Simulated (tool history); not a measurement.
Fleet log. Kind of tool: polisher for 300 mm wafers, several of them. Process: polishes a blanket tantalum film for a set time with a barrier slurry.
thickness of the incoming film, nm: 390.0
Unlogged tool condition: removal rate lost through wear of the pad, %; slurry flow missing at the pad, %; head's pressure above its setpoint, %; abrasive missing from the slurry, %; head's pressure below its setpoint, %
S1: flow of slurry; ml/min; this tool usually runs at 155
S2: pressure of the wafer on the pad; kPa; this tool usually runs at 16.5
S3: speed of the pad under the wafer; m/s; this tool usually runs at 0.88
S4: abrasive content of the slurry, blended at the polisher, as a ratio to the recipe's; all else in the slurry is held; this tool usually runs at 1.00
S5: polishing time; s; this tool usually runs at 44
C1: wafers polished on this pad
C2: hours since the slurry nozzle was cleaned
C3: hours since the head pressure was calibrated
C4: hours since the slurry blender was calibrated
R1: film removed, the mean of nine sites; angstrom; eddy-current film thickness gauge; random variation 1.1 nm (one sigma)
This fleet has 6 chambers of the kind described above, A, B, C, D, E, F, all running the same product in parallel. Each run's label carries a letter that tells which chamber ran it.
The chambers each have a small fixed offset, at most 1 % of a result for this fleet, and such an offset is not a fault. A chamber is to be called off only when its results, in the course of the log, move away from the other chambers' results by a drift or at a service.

run	day	S1	S2	S3	S4	S5	C1	C2	C3	C4	R1
1F	0.125	155	16.5	0.88	1.00	44	885	244.4	297.0	270.4	900.29
# day 0.200: chamber F: worn pad replaced by a new one
2E	0.221	155	16.5	0.88	1.00	44	656	146.4	154.5	57.7	907.07
3A	0.350	155	16.5	0.88	1.00	44	891	134.9	61.1	363.3	928.86
# day 0.412: chamber F: head pressure recalibrated
4D	0.525	155	16.5	0.88	1.00	44	489	179.2	425.5	178.9	887.49
# day 0.567: chamber B: worn pad replaced by a new one
5B	0.654	155	16.5	0.88	1.00	56	32	122.6	509.7	78.6	1188.50
6C	0.775	155	16.5	0.88	1.00	56	300	507.4	186.6	369.5	1146.10
7C	0.867	155	16.5	0.88	1.00	56	334	509.6	188.8	371.7	1143.10
# day 0.929: chamber D: worn pad replaced by a new one
8D	1.021	155	16.5	0.88	1.00	56	33	191.1	437.4	190.8	1156.20
# day 1.162: chamber C: slurry nozzle cleaned
9A	1.167	155	16.5	0.88	1.00	56	1193	154.5	80.7	382.9	1148.40
10F	1.308	155	16.5	0.88	1.00	56	410	272.8	21.5	298.8	1118.00
# day 1.362: chamber A: worn pad replaced by a new one
11E	1.458	155	16.5	0.88	1.00	44	1113	176.1	184.2	87.4	903.49
12B	1.617	155	16.5	0.88	1.00	44	387	145.7	532.8	101.7	916.51
# day 1.729: chamber A: slurry blender recalibrated
# day 1.762: chamber E: slurry blender recalibrated
13F	1.817	155	16.5	0.88	1.00	44	598	285.0	33.7	311.0	897.87
14D	2.008	155	16.5	0.88	1.00	44	398	214.8	461.1	214.5	884.53
15B	2.108	155	16.5	0.88	1.00	44	569	157.5	544.6	113.5	899.28
16E	2.212	155	16.5	0.88	1.00	44	1391	194.2	202.3	10.9	932.00
# day 2.300: chamber E: worn pad replaced by a new one
17C	2.338	155	16.5	0.64	0.75	44	877	28.3	224.1	407.0	604.02
# day 2.492: chamber D: slurry blender recalibrated
18A	2.542	155	16.5	0.64	0.75	44	436	187.5	113.7	19.5	592.31
# day 2.612: chamber D: worn pad replaced by a new one
19E	2.696	155	16.5	0.64	0.75	44	146	205.8	213.9	22.5	606.32
20B	2.829	155	16.5	0.64	0.75	44	835	174.8	561.9	130.8	606.50
# day 2.958: chamber F: worn pad replaced by a new one
21F	3.012	155	16.5	0.64	0.75	44	20	313.7	62.4	339.7	605.06
# day 3.042: chamber F: slurry nozzle cleaned
22A	3.183	155	16.5	0.64	0.75	44	673	202.9	129.1	34.9	605.54
23C	3.371	155	16.5	0.88	1.00	44	1258	53.1	248.9	431.8	916.06
24D	3.479	155	16.5	0.88	1.00	44	320	250.1	496.4	23.7	859.73
# day 3.517: chamber C: worn pad replaced by a new one
25A	3.621	155	16.5	0.88	1.00	44	834	213.4	139.6	45.4	907.98
26E	3.721	155	16.5	0.88	1.00	44	525	230.4	238.5	47.1	902.03
# day 3.867: chamber B: worn pad replaced by a new one
27F	3.871	185	16.5	0.88	1.00	44	337	20.0	83.0	360.3	916.41
# day 3.971: chamber A: worn pad replaced by a new one
28B	3.996	185	16.5	0.88	1.00	44	48	202.8	589.9	158.8	947.17
# day 4.038: chamber F: slurry blender recalibrated
29D	4.092	185	16.5	0.88	1.00	44	546	264.8	511.1	38.4	854.54
30C	4.254	185	16.5	0.88	1.00	44	272	74.3	270.1	453.0	958.08
31D	4.358	185	16.5	0.88	1.00	44	644	271.2	517.5	44.8	857.33
32E	4.542	185	16.5	0.88	1.00	44	828	250.1	258.2	66.8	942.98
33F	4.742	155	16.5	0.88	1.00	44	658	40.9	103.9	16.9	901.15
# day 4.817: chamber C: slurry blender recalibrated
34C	4.896	155	20.0	0.88	1.00	44	509	89.7	285.5	1.9	1089.50
# day 4.967: chamber B: slurry blender recalibrated
35A	4.992	155	20.0	0.88	1.00	44	377	246.3	172.5	78.3	1081.00
36B	5.167	155	20.0	0.88	1.00	44	480	230.9	618.0	4.8	1113.50
# day 5.279: chamber F: worn pad replaced by a new one
37B	5.358	155	20.0	0.88	1.00	44	551	235.5	622.6	9.4	1124.80
38F	5.562	155	20.0	0.88	1.00	44	105	60.6	123.6	36.6	1090.90

Next, every chamber runs the same settings. What will each give?
39A	5.712	155	16.5	0.88	1.00	44					?
39B	5.712	155	16.5	0.88	1.00	44					?
39C	5.712	155	16.5	0.88	1.00	44					?
39D	5.712	155	16.5	0.88	1.00	44					?
39E	5.712	155	16.5	0.88	1.00	44					?
39F	5.712	155	16.5	0.88	1.00	44					?

run	R1
39A	923.39
39B	925.97
39C	922.78
39D	794.16
39E	904.54
39F	899.80
